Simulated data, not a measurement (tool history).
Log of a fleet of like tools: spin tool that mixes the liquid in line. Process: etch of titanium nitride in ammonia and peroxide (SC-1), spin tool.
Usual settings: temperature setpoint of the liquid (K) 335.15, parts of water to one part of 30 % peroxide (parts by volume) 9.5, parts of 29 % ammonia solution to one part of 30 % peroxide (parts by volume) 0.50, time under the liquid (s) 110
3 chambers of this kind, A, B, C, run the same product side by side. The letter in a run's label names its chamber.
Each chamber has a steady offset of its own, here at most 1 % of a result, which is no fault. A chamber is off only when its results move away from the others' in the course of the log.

| run | hour | temperature setpoint of the liquid (K) | parts of water to one part of 30 % peroxide (parts by volume) | parts of 29 % ammonia solution to one part of 30 % peroxide (parts by volume) | time under the liquid (s) | read-back film thickness of the titanium nitride reference wafer, read on the same gauge (nm) | thickness taken off the titanium nitride on a monitor wafer (angstrom) |
|---|---|---|---|---|---|---|---|
| 1C | 7.7 | 335.15 | 9.5 | 0.50 | 110 | 140.00 | 157.650 |
| 2B | 12.8 | 335.15 | 9.5 | 0.50 | 110 | 140.07 | 158.000 |
| 3A | 20.2 | 335.15 | 9.5 | 0.50 | 110 | 139.98 | 155.110 |
| 4B | 25.5 | 335.15 | 9.5 | 0.50 | 110 | 139.99 | 155.770 |
| 5A | 34.1 | 335.15 | 9.5 | 0.50 | 110 | 139.98 | 155.860 |
| 6C | 41.3 | 335.15 | 14.0 | 0.50 | 85 | 140.00 | 99.414 |
|  | 41.5 | chamber A: new drum of ammonia solution connected |
|  | 46.7 | chamber C: new drum of ammonia solution connected |
| 7B | 47.5 | 335.15 | 14.0 | 0.50 | 85 | 140.03 | 98.607 |
| 8A | 53.4 | 335.15 | 14.0 | 0.50 | 85 | 140.03 | 97.661 |
| 9C | 59.5 | 335.15 | 9.5 | 0.50 | 110 | 140.00 | 157.220 |
| 10C | 67.8 | 335.15 | 9.5 | 0.50 | 110 | 139.98 | 159.430 |
| 11A | 71.7 | 335.15 | 9.5 | 0.50 | 110 | 140.01 | 156.340 |
|  | 75.2 | chamber A: heated supply line repaired |
| 12B | 80.0 | 335.15 | 9.5 | 0.50 | 110 | 139.92 | 157.490 |
| 13A | 85.4 | 335.15 | 9.5 | 0.50 | 110 | 140.04 | 156.580 |
| 14C | 93.5 | 335.15 | 9.5 | 0.50 | 110 | 140.00 | 157.960 |
| 15B | 98.2 | 335.15 | 9.5 | 0.50 | 110 | 139.96 | 155.790 |
| 16A | 102.1 | 328.15 | 9.5 | 0.50 | 110 | 140.02 | 98.787 |
| 17B | 106.0 | 328.15 | 9.5 | 0.50 | 110 | 140.03 | 98.745 |
| 18C | 113.3 | 328.15 | 9.5 | 0.50 | 110 | 140.03 | 99.110 |
| 19C | 119.6 | 335.15 | 9.5 | 0.75 | 170 | 140.01 | 261.750 |
| 20B | 124.1 | 335.15 | 9.5 | 0.75 | 170 | 139.98 | 261.110 |
| 21A | 130.4 | 335.15 | 9.5 | 0.75 | 170 | 140.00 | 257.170 |
| 22A | 138.2 | 335.15 | 9.5 | 0.50 | 110 | 139.98 | 156.010 |
|  | 139.8 | chamber C: ammonia flow meter replaced |
| 23B | 143.4 | 335.15 | 12.5 | 0.50 | 110 | 140.03 | 136.700 |
| 24C | 150.1 | 335.15 | 12.5 | 0.50 | 110 | 139.93 | 135.680 |
| 25A | 154.7 | 335.15 | 12.5 | 0.50 | 110 | 140.01 | 134.190 |
| 26C | 158.7 | 335.15 | 9.5 | 0.50 | 110 | 139.97 | 158.270 |
| 27B | 166.9 | 331.65 | 9.5 | 0.60 | 110 | 140.00 | 129.190 |
| 28A | 172.7 | 331.65 | 9.5 | 0.60 | 110 | 139.98 | 128.480 |
| 29C | 181.5 | 331.65 | 9.5 | 0.60 | 110 | 139.99 | 129.600 |
| 30B | 190.3 | 335.15 | 6.5 | 0.35 | 110 | 140.05 | 178.220 |
| 31A | 194.8 | 335.15 | 6.5 | 0.35 | 110 | 140.04 | 178.430 |
| 32C | 200.0 | 335.15 | 6.5 | 0.35 | 110 | 140.03 | 181.150 |
|  | 201.8 | chamber B: new drum of ammonia solution connected |
| 33B | 206.7 | 335.15 | 9.5 | 0.50 | 110 | 139.98 | 157.500 |
| 34C | 212.6 | 335.15 | 9.5 | 0.50 | 110 | 140.03 | 157.370 |
| 35A | 218.1 | 335.15 | 9.5 | 0.50 | 110 | 139.93 | 155.310 |
| 36B | 224.8 | 335.15 | 9.5 | 0.50 | 110 | 140.00 | 157.030 |
| 37B | 230.8 | 335.15 | 9.5 | 0.30 | 145 | 139.98 | 186.100 |

What goes on in this fleet: one chamber off, a drifting gauge, or nothing beyond the chambers' own small offsets? Name the chamber and the cause, if any.

No chamber stands off beyond its own small offset, and the gauge holds steady.
